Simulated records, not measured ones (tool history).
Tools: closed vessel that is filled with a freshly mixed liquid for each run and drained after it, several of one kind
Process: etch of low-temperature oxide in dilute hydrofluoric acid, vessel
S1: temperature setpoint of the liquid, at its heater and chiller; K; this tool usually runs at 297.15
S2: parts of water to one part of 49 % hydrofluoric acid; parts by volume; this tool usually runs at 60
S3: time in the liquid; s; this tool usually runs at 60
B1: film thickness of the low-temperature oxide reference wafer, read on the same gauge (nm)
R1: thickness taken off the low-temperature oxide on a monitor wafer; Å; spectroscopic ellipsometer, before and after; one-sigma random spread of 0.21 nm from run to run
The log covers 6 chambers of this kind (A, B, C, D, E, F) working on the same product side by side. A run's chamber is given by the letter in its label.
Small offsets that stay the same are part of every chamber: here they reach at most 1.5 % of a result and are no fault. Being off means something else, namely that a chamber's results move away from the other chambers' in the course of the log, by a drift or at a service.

At day 0.292: chamber D: thermometer replaced.
Run 1D, day 0.375: usual settings; B1 89.993. Result: R1 224.51 Å.
Run 2F, day 0.992: usual settings; B1 89.985. Result: R1 221.43 Å.
Run 3E, day 1.346: usual settings; B1 90.010. Result: R1 222.10 Å.
Run 4B, day 1.983: usual settings; B1 90.003. Result: R1 222.63 Å.
Run 5C, day 2.433: usual settings; B1 90.002. Result: R1 225.08 Å.
Run 6A, day 2.833: usual settings but S2 75 parts by volume, S3 40 s; B1 89.983. Result: R1 118.27 Å.
Run 7C, day 3.312: usual settings but S2 75 parts by volume, S3 40 s; B1 89.986. Result: R1 113.29 Å.
At day 3.379: chamber E: hydrofluoric acid flow meter replaced.
Run 8B, day 3.821: usual settings but S2 75 parts by volume, S3 40 s; B1 90.001. Result: R1 116.23 Å.
Run 9D, day 4.371: usual settings but S2 75 parts by volume, S3 40 s; B1 89.987. Result: R1 113.51 Å.
Run 10A, day 4.967: usual settings but S2 75 parts by volume, S3 40 s; B1 90.004. Result: R1 117.31 Å.
At day 5.292: chamber A: hydrofluoric acid flow meter replaced.
Run 11F, day 5.308: usual settings but S2 75 parts by volume, S3 40 s; B1 89.996. Result: R1 115.25 Å.
Run 12E, day 5.592: usual settings but S1 300.65 K; B1 90.009. Result: R1 255.98 Å.
Run 13D, day 6.179: usual settings but S1 300.65 K; B1 90.013. Result: R1 249.28 Å.
Run 14C, day 6.700: usual settings but S1 300.65 K; B1 90.002. Result: R1 253.60 Å.
Run 15B, day 7.204: usual settings but S1 300.65 K; B1 90.010. Result: R1 256.51 Å.
Run 16A, day 7.588: usual settings but S1 300.65 K; B1 89.991. Result: R1 256.91 Å.
Run 17F, day 8.192: usual settings but S1 300.65 K; B1 89.991. Result: R1 258.21 Å.
Run 18E, day 8.512: usual settings; B1 90.012. Result: R1 221.18 Å.
Run 19E, day 8.979: usual settings; B1 90.000. Result: R1 226.25 Å.
Run 20C, day 9.562: usual settings; B1 90.008. Result: R1 223.34 Å.
Run 21B, day 9.954: usual settings; B1 90.008. Result: R1 220.20 Å.
Run 22F, day 10.471: usual settings; B1 89.991. Result: R1 223.40 Å.
Run 23A, day 10.879: usual settings; B1 90.018. Result: R1 225.06 Å.
Run 24D, day 11.483: usual settings; B1 90.011. Result: R1 210.29 Å.
Run 25B, day 12.058: usual settings but S1 300.15 K; B1 90.003. Result: R1 252.38 Å.
Run 26C, day 12.371: usual settings but S1 300.15 K; B1 89.995. Result: R1 247.26 Å.
Run 27D, day 12.946: usual settings but S1 300.15 K; B1 90.016. Result: R1 236.00 Å.
Run 28E, day 13.529: usual settings but S1 300.15 K; B1 89.996. Result: R1 251.03 Å.
Run 29A, day 13.821: usual settings but S1 300.15 K; B1 90.015. Result: R1 254.87 Å.
Run 30F, day 14.442: usual settings but S1 300.15 K; B1 90.007. Result: R1 247.63 Å.
Run 31F, day 14.758: usual settings; B1 90.001. Result: R1 223.79 Å.
Run 32C, day 15.046: usual settings; B1 89.992. Result: R1 222.80 Å.
Run 33B, day 15.508: usual settings; B1 90.000. Result: R1 224.33 Å.
At day 15.629: chamber F: thermometer replaced.
Run 34A, day 15.900: usual settings; B1 89.990. Result: R1 226.01 Å.
Run 35D, day 16.238: usual settings; B1 90.001. Result: R1 202.30 Å.
Run 36E, day 16.538: usual settings; B1 90.021. Result: R1 222.23 Å.
Run 37A, day 17.075: usual settings; B1 89.995. Result: R1 227.41 Å.
Run 38F, day 17.417: usual settings; B1 89.997. Result: R1 220.62 Å.

The same settings go to every chamber for the next run, one line per chamber below. Forecast the results for each:
Run 39A, day 17.879: usual settings but S2 80 parts by volume. Result: R1 ?.
Run 39B, day 17.879: usual settings but S2 80 parts by volume. Result: R1 ?.
Run 39C, day 17.879: usual settings but S2 80 parts by volume. Result: R1 ?.
Run 39D, day 17.879: usual settings but S2 80 parts by volume. Result: R1 ?.
Run 39E, day 17.879: usual settings but S2 80 parts by volume. Result: R1 ?.
Run 39F, day 17.879: usual settings but S2 80 parts by volume. Result: R1 ?.

run      R1
39A  165.96
39B  161.54
39C  162.07
39D  147.00
39E  159.70
39F  161.73
